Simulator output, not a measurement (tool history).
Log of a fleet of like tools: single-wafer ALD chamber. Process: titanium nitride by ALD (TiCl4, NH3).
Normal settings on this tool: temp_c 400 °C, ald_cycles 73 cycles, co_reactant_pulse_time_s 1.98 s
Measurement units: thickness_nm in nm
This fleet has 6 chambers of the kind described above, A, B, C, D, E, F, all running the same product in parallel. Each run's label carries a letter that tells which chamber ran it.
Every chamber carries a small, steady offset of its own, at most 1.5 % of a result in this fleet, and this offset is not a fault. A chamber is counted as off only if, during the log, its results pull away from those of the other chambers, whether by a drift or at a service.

run,hour,temp_c,ald_cycles,co_reactant_pulse_time_s,"read-back reference wafer on the same gauge, thickness_nm",thickness_nm
1A,6.5,400,73,1.98,1.8905,1.5865
2E,12.8,400,73,1.98,1.8889,1.6037
3B,23.4,400,73,1.98,1.8895,1.6011
4F,30.9,400,73,1.98,1.8893,1.6231
5D,40.4,400,73,1.98,1.8891,1.6097
6C,49.2,400,73,1.98,1.8886,1.6077
7E,58.8,400,59,1.98,1.8886,1.2960
8C,70.8,400,59,1.98,1.8876,1.3036
9D,82.3,400,59,1.98,1.8878,1.3000
10A,93.6,400,59,1.98,1.8880,1.2787
11B,105.5,400,59,1.98,1.8870,1.2902
12F,113.2,400,59,1.98,1.8865,1.3087
13B,120.1,400,73,1.98,1.8865,1.5922
14E,126.7,400,73,1.98,1.8866,1.5976
15F,138.1,400,73,1.98,1.8861,1.6165
16D,145.9,400,64,1.98,1.8867,1.4071
17C,157.3,400,64,1.98,1.8854,1.4064
18A,165.3,400,64,1.98,1.8851,1.3847
19F,171.4,400,64,1.98,1.8851,1.4180
20C,182.7,400,64,1.98,1.8841,1.4135
21B,189.7,400,64,1.98,1.8845,1.3950
22E,201.0,400,73,1.98,1.8846,1.5904
23A,208.3,400,73,1.98,1.8843,1.5821
# hour 213.3: chamber D: thermocouple changed; heater temperature recalibrated
24D,220.3,400,73,1.98,1.8834,1.6046
25D,229.1,400,73,1.98,1.8826,1.6057
26C,237.7,400,73,1.98,1.8828,1.6035
27E,244.0,400,73,1.98,1.8832,1.5925
28A,255.8,400,73,1.98,1.8825,1.5786
29F,262.9,400,73,1.98,1.8831,1.6165
30B,271.2,400,65,2.49,1.8820,1.4311
31C,280.2,400,65,2.49,1.8819,1.4438
32A,289.8,400,65,2.49,1.8810,1.4154
33E,301.9,400,65,2.49,1.8813,1.4348
34B,308.1,400,65,2.49,1.8813,1.4261
35F,319.2,400,65,2.49,1.8804,1.4475
36D,329.1,400,73,1.98,1.8811,1.6039
37F,336.6,400,73,1.98,1.8805,1.6166
38B,344.6,400,73,1.98,1.8800,1.5914
39D,353.9,400,73,1.98,1.8794,1.6028
40A,360.3,400,73,1.98,1.8791,1.5755
41C,368.6,400,73,1.98,1.8794,1.6048
42E,376.9,400,73,2.29,1.8791,1.6011
43B,387.5,400,73,2.29,1.8778,1.5956
44D,398.9,400,73,2.29,1.8782,1.6094

Which is it: a chamber that has drifted or been left off by a service, a gauge drift common to all chambers, or only each chamber's usual small offset? If a chamber is off, name it and its likeliest cause.

The gauge drifts, so all chambers seem to drift together. No chamber is off.
What lies behind it: gauge reads low (%) = 0.634.
